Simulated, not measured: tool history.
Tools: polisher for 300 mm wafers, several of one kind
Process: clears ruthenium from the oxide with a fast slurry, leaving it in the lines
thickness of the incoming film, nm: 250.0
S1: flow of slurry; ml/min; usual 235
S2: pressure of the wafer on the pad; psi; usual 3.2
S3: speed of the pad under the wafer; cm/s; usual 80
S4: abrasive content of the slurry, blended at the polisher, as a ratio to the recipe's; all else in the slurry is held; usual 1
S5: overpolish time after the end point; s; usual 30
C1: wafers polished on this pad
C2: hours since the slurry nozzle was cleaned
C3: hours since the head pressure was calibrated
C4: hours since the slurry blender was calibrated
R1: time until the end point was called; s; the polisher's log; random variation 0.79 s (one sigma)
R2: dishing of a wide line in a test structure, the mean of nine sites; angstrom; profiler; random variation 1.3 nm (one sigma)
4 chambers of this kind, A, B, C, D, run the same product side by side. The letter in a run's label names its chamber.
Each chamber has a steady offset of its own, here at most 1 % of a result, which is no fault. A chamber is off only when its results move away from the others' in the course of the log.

run,hour,S1,S2,S3,S4,S5,C1,C2,C3,C4,R1,R2
# hour 1.2: chamber C: slurry nozzle cleaned
# hour 5.2: chamber B: worn pad replaced by a new one
1C,7.8,235,3.2,80,1,30,512,6.7,433.3,92.3,79.075,663.94
# hour 17: chamber A: worn pad replaced by a new one
2B,19.7,235,3.2,80,1,30,122,446,763.2,144,79.296,665.69
3A,30.8,235,3.2,80,1,30,116,315.4,1461,99.5,79.241,631.41
4D,38.3,235,3.2,80,1,30,452,382.2,632.4,142.9,78.988,625.28
# hour 42: chamber A: slurry nozzle cleaned
# hour 42.2: chamber B: head pressure recalibrated
5C,50.6,210,4.2,80,1,30,873,49.5,476.1,135.1,60.352,767.38
# hour 54.2: chamber A: head pressure recalibrated
6B,66.4,210,4.2,80,1,30,515,492.7,24.3,190.7,61.019,765.14
7A,75,210,4.2,80,1,30,488,33.1,20.8,143.7,60.715,801.01
# hour 78.2: chamber B: worn pad replaced by a new one
8D,82.8,210,4.2,80,1,30,827,426.7,676.9,187.4,61.758,789.18
# hour 84.1: chamber A: worn pad replaced by a new one
# hour 91.9: chamber C: head pressure recalibrated
9C,92.3,235,3.2,80,1,30,1224,91.2,0.4,176.8,79.309,658.19
# hour 106: chamber D: worn pad replaced by a new one
10B,106.5,235,4.2,80,1,40,239,532.8,64.4,230.8,62.596,907.71
11D,121.3,235,4.2,80,1,40,129,465.2,715.4,225.9,60.694,930.39
# hour 127.9: chamber C: worn pad replaced by a new one
12A,132.4,235,4.2,80,1,40,407,90.5,78.2,201.1,58.409,909.31
# hour 139: chamber D: slurry nozzle cleaned
13C,140.1,235,4.2,80,1,40,103,139,48.2,224.6,60.03,969.75
14B,149.9,235,3.2,80,1,30,604,576.2,107.8,274.2,82.725,642.79
# hour 159.5: chamber B: worn pad replaced by a new one
15D,160.5,235,3.2,80,1,30,459,21.5,754.6,265.1,78.611,661.04
16A,169.5,235,3.2,80,1,30,720,127.6,115.3,238.2,79.922,650.7
# hour 171.5: chamber A: worn pad replaced by a new one
17C,182.8,235,3.2,80,1,30,462,181.7,90.9,267.3,78.827,644.14
18A,195.3,235,3.2,80,1,30,201,153.4,141.1,264,78.797,643
# hour 202: chamber D: slurry blender recalibrated
19D,207.4,235,3.2,80,1,30,854,68.4,801.5,5.5,79.505,658.44
20B,220.6,235,3.2,80,1,30,514,646.9,178.5,344.9,85.107,619.39
# hour 222.7: chamber C: slurry nozzle cleaned
# hour 225.8: chamber B: worn pad replaced by a new one
21D,231.4,235,3.2,80,1,30,1057,92.4,825.5,29.5,78.888,656.26
# hour 238: chamber A: worn pad replaced by a new one
22B,246.1,235,3.2,80,1,30,171,672.4,204,370.4,85.945,622.27
# hour 251.6: chamber A: slurry blender recalibrated
23A,260.5,235,3.2,80,1,30,190,218.6,206.3,8.9,78.988,652.14
24C,272.5,235,3.2,80,1,30,1218,49.8,180.6,357,79.807,678.62
# hour 279.9: chamber C: slurry blender recalibrated
25C,281.1,160,2.3,80,1,30,1291,58.4,189.2,1.3,114.24,488.22
26A,290.2,160,2.3,80,1,30,440,248.3,236,38.6,115.08,492.76

Next, every chamber runs the same settings. What will each give?
27A,301.8,235,3.2,80,1,30,,,,,?,?
27B,301.8,235,3.2,80,1,30,,,,,?,?
27C,301.8,235,3.2,80,1,30,,,,,?,?
27D,301.8,235,3.2,80,1,30,,,,,?,?

run,R1,R2
27A,77.267,657.28
27B,90.36,577.91
27C,78.78,645.66
27D,79.048,665.56
